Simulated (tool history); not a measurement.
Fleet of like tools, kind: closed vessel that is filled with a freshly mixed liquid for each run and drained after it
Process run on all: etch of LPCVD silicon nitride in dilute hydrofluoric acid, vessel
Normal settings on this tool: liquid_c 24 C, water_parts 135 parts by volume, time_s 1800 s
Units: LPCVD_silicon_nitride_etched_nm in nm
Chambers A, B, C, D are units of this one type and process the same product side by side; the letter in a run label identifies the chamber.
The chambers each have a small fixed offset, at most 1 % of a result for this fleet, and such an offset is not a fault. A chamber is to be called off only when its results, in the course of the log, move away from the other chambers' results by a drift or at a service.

| run | hour | liquid_c | water_parts | time_s | read-back film thickness of the LPCVD silicon nitride reference wafer, read on the same gauge (nm) | LPCVD_silicon_nitride_etched_nm |
|---|---|---|---|---|---|---|
| 1C | 8.9 | 24 | 135 | 1800 | 70.021 | 6.6425 |
| 2D | 18 | 24 | 135 | 1800 | 69.994 | 6.6638 |
| 3B | 24.1 | 24 | 135 | 1800 | 69.963 | 6.7292 |
| 4A | 34.3 | 24 | 135 | 1800 | 70.034 | 6.6083 |
| 5B | 40.9 | 24 | 135 | 1800 | 69.986 | 6.6603 |
| 6A | 50.6 | 24 | 135 | 1800 | 70 | 6.6924 |
| 7C | 59.4 | 24 | 135 | 1800 | 70.008 | 6.5473 |
| 8D | 69.4 | 24 | 135 | 1800 | 69.996 | 6.5824 |
| 9B | 74.1 | 24 | 135 | 1800 | 70.009 | 6.6984 |
| 10A | 84.6 | 24 | 135 | 1800 | 69.979 | 6.6383 |
| 11C | 92.4 | 24 | 135 | 1800 | 69.995 | 6.5567 |
| 12D | 102 | 24 | 135 | 1800 | 69.979 | 6.6327 |
| 13B | 107.9 | 24 | 160 | 1415 | 70.025 | 4.3619 |
| 14C | 115.8 | 24 | 160 | 1415 | 69.969 | 4.4313 |
| 15A | 121.6 | 24 | 160 | 1415 | 70.005 | 4.4153 |
| 16D | 131.5 | 24 | 160 | 1415 | 70.026 | 4.4577 |
| 17B | 139.8 | 24 | 135 | 1800 | 69.991 | 6.497 |
| 18D | 147 | 24 | 135 | 1800 | 70.002 | 6.6879 |
| 19A | 157.1 | 24 | 135 | 2170 | 70.01 | 7.9573 |
|  | 160.9 | chamber B: thermometer replaced |
| 20C | 164.2 | 24 | 135 | 2170 | 70.016 | 7.9413 |
| 21C | 173.2 | 24 | 135 | 2170 | 70.013 | 7.9405 |
| 22A | 183.3 | 24 | 135 | 2170 | 70.004 | 8.0047 |
| 23B | 188.6 | 24 | 135 | 1800 | 69.986 | 6.3849 |
| 24D | 197.8 | 20 | 135 | 1800 | 69.986 | 5.098 |
| 25C | 208.1 | 20 | 135 | 1800 | 69.998 | 5.075 |
| 26D | 217.5 | 20 | 135 | 1800 | 69.956 | 5.0631 |
| 27B | 224.6 | 20 | 135 | 1800 | 69.996 | 4.8274 |
| 28A | 230.6 | 24 | 135 | 1800 | 70.006 | 6.6515 |
| 29A | 235.2 | 24 | 135 | 1800 | 70.015 | 6.6202 |
| 30C | 240.2 | 24 | 135 | 1800 | 70.016 | 6.6004 |
| 31B | 246.7 | 24 | 135 | 1800 | 70.005 | 6.2179 |
| 32D | 253.7 | 22 | 110 | 1800 | 69.955 | 7.1315 |

Predict what each chamber gives when all 4 of them run the settings below next.
| 33A | 261.3 | 28 | 135 | 1800 |  | ? |
| 33B | 261.3 | 28 | 135 | 1800 |  | ? |
| 33C | 261.3 | 28 | 135 | 1800 |  | ? |
| 33D | 261.3 | 28 | 135 | 1800 |  | ? |

| run | LPCVD_silicon_nitride_etched_nm |
|---|---|
| 33A | 8.5466 |
| 33B | 7.9574 |
| 33C | 8.6623 |
| 33D | 8.6997 |

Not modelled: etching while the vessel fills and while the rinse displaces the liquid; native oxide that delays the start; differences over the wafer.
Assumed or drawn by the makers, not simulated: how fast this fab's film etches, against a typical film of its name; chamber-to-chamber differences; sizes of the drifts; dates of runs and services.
